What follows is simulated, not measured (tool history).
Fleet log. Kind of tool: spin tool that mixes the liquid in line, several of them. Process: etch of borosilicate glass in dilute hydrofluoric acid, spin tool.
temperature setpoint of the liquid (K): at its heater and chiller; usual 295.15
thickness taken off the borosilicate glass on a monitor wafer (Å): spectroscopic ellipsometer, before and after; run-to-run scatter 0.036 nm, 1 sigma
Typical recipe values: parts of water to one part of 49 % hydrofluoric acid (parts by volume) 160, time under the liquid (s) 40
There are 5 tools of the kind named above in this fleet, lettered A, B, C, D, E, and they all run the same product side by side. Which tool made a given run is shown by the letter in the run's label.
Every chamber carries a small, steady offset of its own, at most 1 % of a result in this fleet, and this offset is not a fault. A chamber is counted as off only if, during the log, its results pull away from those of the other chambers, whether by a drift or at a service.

| run | hour | temperature setpoint of the liquid (K) | parts of water to one part of 49 % hydrofluoric acid (parts by volume) | time under the liquid (s) | hours since the thermometer was replaced | hours since the hydrofluoric acid flow meter was replaced | read-back film thickness of the borosilicate glass reference wafer, read on the same gauge (nm) | thickness taken off the borosilicate glass on a monitor wafer (Å) |
|---|---|---|---|---|---|---|---|---|
|  | 6.6 | chamber A: hydrofluoric acid flow meter replaced |
| 1D | 6.7 | 295.15 | 160 | 40 | 12 | 1101.8 | 150 | 71.797 |
| 2A | 17 | 295.15 | 160 | 40 | 208.1 | 10.5 | 150 | 71.397 |
| 3B | 24 | 295.15 | 160 | 40 | 215.8 | 434 | 150.01 | 72.168 |
| 4C | 36.9 | 295.15 | 160 | 40 | 735.3 | 530.2 | 149.99 | 72.685 |
| 5E | 43.9 | 295.15 | 160 | 40 | 1954.2 | 1874.4 | 149.98 | 71.3 |
| 6E | 52.6 | 295.15 | 160 | 40 | 1962.9 | 1883.1 | 149.99 | 71.376 |
| 7B | 66.1 | 299.15 | 160 | 60 | 257.9 | 476.1 | 149.98 | 124.88 |
|  | 69.6 | chamber E: hydrofluoric acid flow meter replaced |
| 8A | 81 | 299.15 | 160 | 60 | 272.1 | 74.5 | 150.01 | 124.64 |
| 9C | 90.2 | 299.15 | 160 | 60 | 788.6 | 583.5 | 150.01 | 125.88 |
| 10D | 100.9 | 299.15 | 160 | 60 | 106.2 | 1196 | 150 | 124.31 |
| 11E | 109.7 | 299.15 | 160 | 60 | 2020 | 40.1 | 150 | 125.89 |
| 12C | 120.4 | 295.15 | 160 | 40 | 818.8 | 613.7 | 149.99 | 72.36 |
| 13A | 131.4 | 295.15 | 160 | 25 | 322.5 | 124.9 | 150.02 | 44.993 |
| 14B | 146.4 | 295.15 | 160 | 25 | 338.2 | 556.4 | 150.01 | 45.238 |
| 15D | 154.8 | 295.15 | 160 | 25 | 160.1 | 1249.9 | 149.98 | 44.953 |
| 16E | 165.4 | 295.15 | 160 | 25 | 2075.7 | 95.8 | 149.99 | 45.055 |
| 17D | 177.9 | 295.15 | 160 | 25 | 183.2 | 1273 | 149.99 | 44.639 |
| 18B | 187.1 | 295.15 | 160 | 40 | 378.9 | 597.1 | 150.02 | 71.557 |
| 19C | 197.5 | 295.15 | 160 | 40 | 895.9 | 690.8 | 150.01 | 73.191 |
| 20A | 211.4 | 295.15 | 160 | 40 | 402.5 | 204.9 | 150 | 71.671 |
| 21B | 224.1 | 295.15 | 160 | 40 | 415.9 | 634.1 | 150.01 | 71.814 |
|  | 231.4 | chamber D: hydrofluoric acid flow meter replaced |
| 22A | 237.4 | 295.15 | 160 | 40 | 428.5 | 230.9 | 150 | 71.465 |
| 23C | 244.7 | 295.15 | 160 | 40 | 943.1 | 738 | 149.99 | 72.67 |
| 24E | 253.7 | 292.65 | 160 | 40 | 2164 | 184.1 | 149.99 | 65.013 |
| 25D | 268 | 292.65 | 160 | 40 | 273.3 | 36.7 | 150 | 65.049 |
| 26C | 279.7 | 292.65 | 160 | 40 | 978.1 | 773 | 150 | 65.736 |
| 27B | 293.3 | 292.65 | 160 | 40 | 485.1 | 703.3 | 149.99 | 65.525 |
| 28A | 303.8 | 292.65 | 160 | 40 | 494.9 | 297.3 | 150 | 65.045 |
| 29D | 316.1 | 295.15 | 160 | 60 | 321.4 | 84.8 | 150.01 | 107.49 |
|  | 316.3 | chamber B: hydrofluoric acid flow meter replaced |
| 30E | 328.7 | 295.15 | 160 | 60 | 2239 | 259.1 | 149.99 | 107.21 |
| 31D | 339.5 | 295.15 | 160 | 60 | 344.8 | 108.2 | 149.99 | 107.37 |
| 32E | 353.2 | 295.15 | 160 | 60 | 2263.5 | 283.6 | 149.99 | 107.95 |
| 33A | 361.4 | 295.15 | 160 | 60 | 552.5 | 354.9 | 150 | 107.89 |
| 34B | 369.3 | 295.15 | 160 | 40 | 561.1 | 53 | 149.99 | 72.001 |
| 35C | 379.6 | 295.15 | 115 | 25 | 1078 | 872.9 | 150.01 | 66.189 |
| 36A | 392.3 | 295.15 | 115 | 25 | 583.4 | 385.8 | 149.98 | 66.043 |
| 37C | 400.3 | 295.15 | 115 | 25 | 1098.7 | 893.6 | 150 | 67.014 |
| 38B | 413.7 | 295.15 | 115 | 25 | 605.5 | 97.4 | 149.99 | 65.543 |
| 39D | 425.5 | 295.15 | 115 | 25 | 430.8 | 194.2 | 149.99 | 65.527 |
| 40E | 439.4 | 295.15 | 160 | 40 | 2349.7 | 369.8 | 150.01 | 71.385 |
| 41C | 453.3 | 295.15 | 160 | 40 | 1151.7 | 946.6 | 150 | 73.014 |
| 42A | 467.8 | 295.15 | 160 | 40 | 658.9 | 461.3 | 149.98 | 72.04 |

All chambers now run identical settings, listed one chamber a line with results as question marks. What results will each chamber show?
| 43A | 478.8 | 293.15 | 160 | 40 |  |  |  | ? |
| 43B | 478.8 | 293.15 | 160 | 40 |  |  |  | ? |
| 43C | 478.8 | 293.15 | 160 | 40 |  |  |  | ? |
| 43D | 478.8 | 293.15 | 160 | 40 |  |  |  | ? |
| 43E | 478.8 | 293.15 | 160 | 40 |  |  |  | ? |

| run | thickness taken off the borosilicate glass on a monitor wafer (Å) |
|---|---|
| 43A | 65.981 |
| 43B | 66.323 |
| 43C | 66.744 |
| 43D | 66.19 |
| 43E | 65.644 |

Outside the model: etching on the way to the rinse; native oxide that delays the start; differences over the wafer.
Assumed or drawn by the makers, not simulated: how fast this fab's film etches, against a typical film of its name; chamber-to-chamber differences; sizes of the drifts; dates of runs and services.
